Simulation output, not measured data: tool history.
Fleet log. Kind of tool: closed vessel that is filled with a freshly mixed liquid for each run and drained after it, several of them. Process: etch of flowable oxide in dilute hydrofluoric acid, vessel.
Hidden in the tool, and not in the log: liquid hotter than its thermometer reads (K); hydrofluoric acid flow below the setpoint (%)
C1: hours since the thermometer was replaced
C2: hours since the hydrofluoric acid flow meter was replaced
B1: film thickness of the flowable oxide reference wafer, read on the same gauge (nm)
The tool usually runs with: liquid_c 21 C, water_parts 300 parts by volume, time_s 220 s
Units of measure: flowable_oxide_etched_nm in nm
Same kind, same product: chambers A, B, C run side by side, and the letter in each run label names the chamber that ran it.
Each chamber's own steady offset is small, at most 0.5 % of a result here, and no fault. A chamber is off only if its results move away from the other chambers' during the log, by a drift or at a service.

Run 1B, hour 14.7: usual settings; C1 253.7; C2 633.4; B1 140.00. Result: flowable_oxide_etched_nm 15.5640 nm.
Run 2A, hour 26.7: usual settings; C1 1019.7; C2 892.5; B1 139.99. Result: flowable_oxide_etched_nm 15.4210 nm.
Run 3C, hour 36.1: usual settings; C1 360.8; C2 136.2; B1 140.01. Result: flowable_oxide_etched_nm 15.4450 nm.
Run 4C, hour 45.9: usual settings; C1 370.6; C2 146.0; B1 140.02. Result: flowable_oxide_etched_nm 15.6160 nm.
Run 5B, hour 60.4: usual settings; C1 299.4; C2 679.1; B1 140.01. Result: flowable_oxide_etched_nm 15.7260 nm.
Run 6A, hour 73.2: usual settings; C1 1066.2; C2 939.0; B1 139.99. Result: flowable_oxide_etched_nm 15.5300 nm.
Run 7A, hour 89.2: usual settings; C1 1082.2; C2 955.0; B1 140.03. Result: flowable_oxide_etched_nm 15.3220 nm.
Run 8B, hour 99.4: usual settings; C1 338.4; C2 718.1; B1 139.99. Result: flowable_oxide_etched_nm 15.5520 nm.
Run 9C, hour 106.9: usual settings; C1 431.6; C2 207.0; B1 140.02. Result: flowable_oxide_etched_nm 15.5460 nm.
Run 10A, hour 119.3: usual settings; C1 1112.3; C2 985.1; B1 140.02. Result: flowable_oxide_etched_nm 15.5370 nm.
Run 11B, hour 127.0: usual settings; C1 366.0; C2 745.7; B1 140.02. Result: flowable_oxide_etched_nm 15.5820 nm.
Run 12C, hour 138.0: usual settings but liquid_c 17 C, time_s 160 s; C1 462.7; C2 238.1; B1 139.99. Result: flowable_oxide_etched_nm 9.6715 nm.
Run 13C, hour 151.9: usual settings but liquid_c 17 C, time_s 160 s; C1 476.6; C2 252.0; B1 139.97. Result: flowable_oxide_etched_nm 9.8271 nm.
Run 14B, hour 167.5: usual settings but liquid_c 17 C, time_s 160 s; C1 406.5; C2 786.2; B1 140.02. Result: flowable_oxide_etched_nm 9.2683 nm.
At hour 171.2: chamber C: thermometer replaced.
Run 15A, hour 176.5: usual settings; C1 1169.5; C2 1042.3; B1 139.97. Result: flowable_oxide_etched_nm 15.5180 nm.
Run 16A, hour 188.0: usual settings; C1 1181.0; C2 1053.8; B1 140.00. Result: flowable_oxide_etched_nm 15.6070 nm.
Run 17C, hour 199.6: usual settings; C1 28.4; C2 299.7; B1 140.00. Result: flowable_oxide_etched_nm 15.5580 nm.
Run 18B, hour 214.4: usual settings but liquid_c 19 C, water_parts 365 parts by volume; C1 453.4; C2 833.1; B1 140.00. Result: flowable_oxide_etched_nm 10.2700 nm.
Run 19C, hour 224.5: usual settings but liquid_c 19 C, water_parts 365 parts by volume; C1 53.3; C2 324.6; B1 139.99. Result: flowable_oxide_etched_nm 11.1150 nm.
Run 20B, hour 240.9: usual settings but liquid_c 19 C, water_parts 365 parts by volume; C1 479.9; C2 859.6; B1 139.99. Result: flowable_oxide_etched_nm 10.2730 nm.
Run 21A, hour 257.0: usual settings but time_s 330 s; C1 1250.0; C2 1122.8; B1 139.98. Result: flowable_oxide_etched_nm 23.2360 nm.
Run 22A, hour 271.2: usual settings but time_s 330 s; C1 1264.2; C2 1137.0; B1 140.01. Result: flowable_oxide_etched_nm 23.6590 nm.
Run 23C, hour 287.3: usual settings but time_s 330 s; C1 116.1; C2 387.4; B1 140.01. Result: flowable_oxide_etched_nm 23.4820 nm.
Run 24B, hour 298.3: usual settings; C1 537.3; C2 917.0; B1 140.02. Result: flowable_oxide_etched_nm 13.6260 nm.

One chamber off, gauge drift, or nothing amiss beyond the chambers' own small offsets? If it is a chamber, which one, and what is the likeliest cause?

Chamber B drifts away from the others.
Likeliest cause: hydrofluoric acid flow below the setpoint (%) = 10.6.

Below are 4 candidate recipes for chamber B's next run, each the usual settings with a change, their results shown as question marks. Which of them brings B's results back in line with what the other chambers give on the usual settings?
In line here means within this much of the mean the other chambers give on the usual settings: flowable_oxide_etched_nm 0.5400 nm
Run 25B-1, hour 310.2: usual settings but water_parts 280 parts by volume, time_s 235 s. Result: flowable_oxide_etched_nm ?.
Run 25B-2, hour 310.2: usual settings but water_parts 380 parts by volume. Result: flowable_oxide_etched_nm ?.
Run 25B-3, hour 310.2: usual settings but water_parts 260 parts by volume, time_s 250 s. Result: flowable_oxide_etched_nm ?.
Run 25B-4, hour 310.2: usual settings but water_parts 320 parts by volume, time_s 205 s. Result: flowable_oxide_etched_nm ?.

The other chambers' mean on the usual settings: flowable_oxide_etched_nm 15.5460 nm
  run  flowable_oxide_etched_nm
25B-1                   15.7120
25B-2                    9.8962
25B-3                   18.3430
25B-4                   11.5570
25B-1 brings the chamber back in line.
